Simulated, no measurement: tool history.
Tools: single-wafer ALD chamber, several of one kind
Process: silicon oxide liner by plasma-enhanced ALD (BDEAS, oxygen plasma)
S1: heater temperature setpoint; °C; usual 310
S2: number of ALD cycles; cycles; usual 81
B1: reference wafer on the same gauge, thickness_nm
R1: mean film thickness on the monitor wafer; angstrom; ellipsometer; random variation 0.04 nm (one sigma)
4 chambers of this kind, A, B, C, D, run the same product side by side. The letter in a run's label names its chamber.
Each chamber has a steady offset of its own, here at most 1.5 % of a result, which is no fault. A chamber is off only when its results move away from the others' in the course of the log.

Run 1B, hour 13: usual settings; B1 7.3618. Result: R1 73.13 angstrom.
Run 2A, hour 21.1: usual settings; B1 7.3609. Result: R1 74.587 angstrom.
Run 3D, hour 35.9: usual settings; B1 7.3665. Result: R1 74.23 angstrom.
Run 4C, hour 43.2: usual settings; B1 7.3638. Result: R1 73.614 angstrom.
Run 5A, hour 56.3: usual settings; B1 7.3534. Result: R1 74.632 angstrom.
Run 6D, hour 66.3: usual settings; B1 7.357. Result: R1 73.745 angstrom.
Run 7B, hour 82: usual settings; B1 7.361. Result: R1 73.262 angstrom.
Run 8C, hour 92: usual settings; B1 7.3655. Result: R1 74.011 angstrom.
Run 9A, hour 100.6: usual settings; B1 7.3516. Result: R1 74.196 angstrom.
Run 10B, hour 107.9: usual settings; B1 7.3574. Result: R1 74.098 angstrom.
Run 11D, hour 120.5: usual settings; B1 7.3631. Result: R1 73.995 angstrom.
Run 12C, hour 135: usual settings; B1 7.3644. Result: R1 74.218 angstrom.
Run 13D, hour 147.3: usual settings; B1 7.3567. Result: R1 74.644 angstrom.
Run 14B, hour 159.9: usual settings; B1 7.3459. Result: R1 73.803 angstrom.
Run 15C, hour 168.2: usual settings; B1 7.3563. Result: R1 73.859 angstrom.
Run 16A, hour 176.3: usual settings but S2 69 cycles; B1 7.3612. Result: R1 63.282 angstrom.
Run 17A, hour 187.2: usual settings but S2 69 cycles; B1 7.3567. Result: R1 63.865 angstrom.
Run 18C, hour 200.6: usual settings but S2 69 cycles; B1 7.3569. Result: R1 62.914 angstrom.
Run 19D, hour 215.6: usual settings but S2 69 cycles; B1 7.3578. Result: R1 63.394 angstrom.
Run 20B, hour 225: usual settings but S1 319 °C; B1 7.3498. Result: R1 71.885 angstrom.
Run 21C, hour 232.7: usual settings but S1 319 °C; B1 7.3623. Result: R1 72.992 angstrom.
Run 22A, hour 248.6: usual settings but S1 319 °C; B1 7.3465. Result: R1 73.481 angstrom.
Run 23B, hour 262: usual settings but S1 319 °C; B1 7.3594. Result: R1 72.771 angstrom.
Run 24D, hour 274.4: usual settings; B1 7.3619. Result: R1 74.61 angstrom.
Run 25B, hour 282.4: usual settings; B1 7.3535. Result: R1 73.176 angstrom.
Run 26C, hour 298.5: usual settings; B1 7.3583. Result: R1 74.7 angstrom.
Run 27D, hour 311.2: usual settings; B1 7.3494. Result: R1 75.051 angstrom.
Run 28A, hour 323.4: usual settings; B1 7.3593. Result: R1 74.216 angstrom.
Run 29D, hour 331.5: usual settings but S1 298 °C; B1 7.3532. Result: R1 74.76 angstrom.
Run 30C, hour 340.4: usual settings but S1 298 °C; B1 7.3718. Result: R1 76.978 angstrom.
Run 31B, hour 347.6: usual settings but S1 298 °C; B1 7.3575. Result: R1 74.859 angstrom.
Run 32A, hour 359.3: usual settings but S1 298 °C; B1 7.3524. Result: R1 75.711 angstrom.
Run 33D, hour 370.3: usual settings; B1 7.3651. Result: R1 73.948 angstrom.
Run 34B, hour 379.5: usual settings; B1 7.3607. Result: R1 73.251 angstrom.
At hour 388.4: chamber A: thermocouple changed; heater temperature recalibrated.
Run 35A, hour 392.4: usual settings; B1 7.3648. Result: R1 74.903 angstrom.
Run 36C, hour 400.8: usual settings; B1 7.3556. Result: R1 74.092 angstrom.
Run 37B, hour 409: usual settings; B1 7.3515. Result: R1 74.069 angstrom.
Run 38A, hour 425.1: usual settings but S1 300 °C, S2 72 cycles; B1 7.3607. Result: R1 67.218 angstrom.
Run 39D, hour 437.2: usual settings but S1 300 °C, S2 72 cycles; B1 7.3547. Result: R1 66.654 angstrom.
Run 40C, hour 453.1: usual settings but S1 300 °C, S2 72 cycles; B1 7.3637. Result: R1 66.646 angstrom.
Run 41A, hour 465.3: usual settings but S1 300 °C, S2 72 cycles; B1 7.3625. Result: R1 67.258 angstrom.
Run 42D, hour 474.7: usual settings; B1 7.3654. Result: R1 74.282 angstrom.
Run 43B, hour 483.5: usual settings; B1 7.3622. Result: R1 73.601 angstrom.
Run 44C, hour 495.7: usual settings; B1 7.3602. Result: R1 74.071 angstrom.

What goes on in this fleet: one chamber off, a drifting gauge, or nothing beyond the chambers' own small offsets? Name the chamber and the cause, if any.

No chamber stands off beyond its own small offset, and the gauge holds steady.
